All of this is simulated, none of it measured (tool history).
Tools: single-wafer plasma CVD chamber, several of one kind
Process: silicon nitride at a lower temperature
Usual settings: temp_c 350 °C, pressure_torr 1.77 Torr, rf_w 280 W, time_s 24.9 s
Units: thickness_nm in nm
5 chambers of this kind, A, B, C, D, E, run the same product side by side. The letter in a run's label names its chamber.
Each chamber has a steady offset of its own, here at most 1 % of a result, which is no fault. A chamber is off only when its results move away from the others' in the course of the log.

run	hour	temp_c	pressure_torr	rf_w	time_s	read-back reference wafer on the same gauge, thickness_nm	thickness_nm
1D	10.5	350	1.77	280	24.9	28.207	28.815
2A	20.8	350	1.77	280	24.9	28.225	28.535
3C	29.0	350	1.77	280	24.9	28.209	28.905
4E	37.0	350	1.77	280	24.9	28.225	28.861
5B	47.2	350	1.77	280	24.9	28.220	28.482
# hour 52.3: chamber A: thermocouple changed; heater temperature recalibrated
6E	53.1	350	1.77	280	24.9	28.233	28.759
7B	61.3	350	1.77	280	24.9	28.229	28.519
8A	70.5	350	1.77	280	24.9	28.244	28.562
9D	76.4	350	1.77	280	24.9	28.254	28.829
10C	86.3	361	1.77	280	20.9	28.253	24.297
11D	92.0	361	1.77	280	20.9	28.261	24.111
12B	101.4	361	1.77	280	20.9	28.260	23.943
13C	111.3	361	1.77	280	20.9	28.257	24.319
14A	119.8	361	1.77	280	20.9	28.267	23.912
15E	130.4	350	1.77	280	24.9	28.285	28.939
16A	141.4	357	1.77	280	26.6	28.278	30.474
17B	150.9	357	1.77	280	26.6	28.287	30.511
18E	160.0	357	1.77	280	26.6	28.296	30.839
19C	169.5	357	1.77	280	26.6	28.314	30.908
20D	179.2	357	1.77	280	26.6	28.310	30.750
21C	184.2	350	1.77	280	24.9	28.309	29.007
22B	193.4	350	1.77	280	24.9	28.328	28.609
23D	203.0	350	1.77	280	24.9	28.330	28.945
24A	209.3	350	1.77	280	24.9	28.320	28.677
25E	217.8	350	1.77	280	24.9	28.329	28.906
# hour 225.1: chamber D: thermocouple changed; heater temperature recalibrated
26C	227.4	350	1.77	280	24.9	28.324	29.035
27A	234.0	350	1.77	280	24.9	28.358	28.696
28D	244.3	350	1.77	280	24.9	28.363	28.985
29E	255.0	350	1.77	280	24.9	28.357	28.971
30B	264.7	350	1.77	280	24.9	28.371	28.661
31C	274.7	350	1.77	280	24.9	28.374	29.055
32A	281.6	350	1.77	325	24.9	28.364	31.744
33E	287.2	350	1.77	325	24.9	28.368	31.991
34D	295.5	350	1.77	325	24.9	28.382	32.036
35B	303.3	350	1.77	325	24.9	28.401	31.715

What goes on in this fleet: one chamber off, a drifting gauge, or nothing beyond the chambers' own small offsets? Name the chamber and the cause, if any.

The gauge drifts, so all chambers seem to drift together. No chamber is off.
Cause: gauge reads high (%) = 0.679.

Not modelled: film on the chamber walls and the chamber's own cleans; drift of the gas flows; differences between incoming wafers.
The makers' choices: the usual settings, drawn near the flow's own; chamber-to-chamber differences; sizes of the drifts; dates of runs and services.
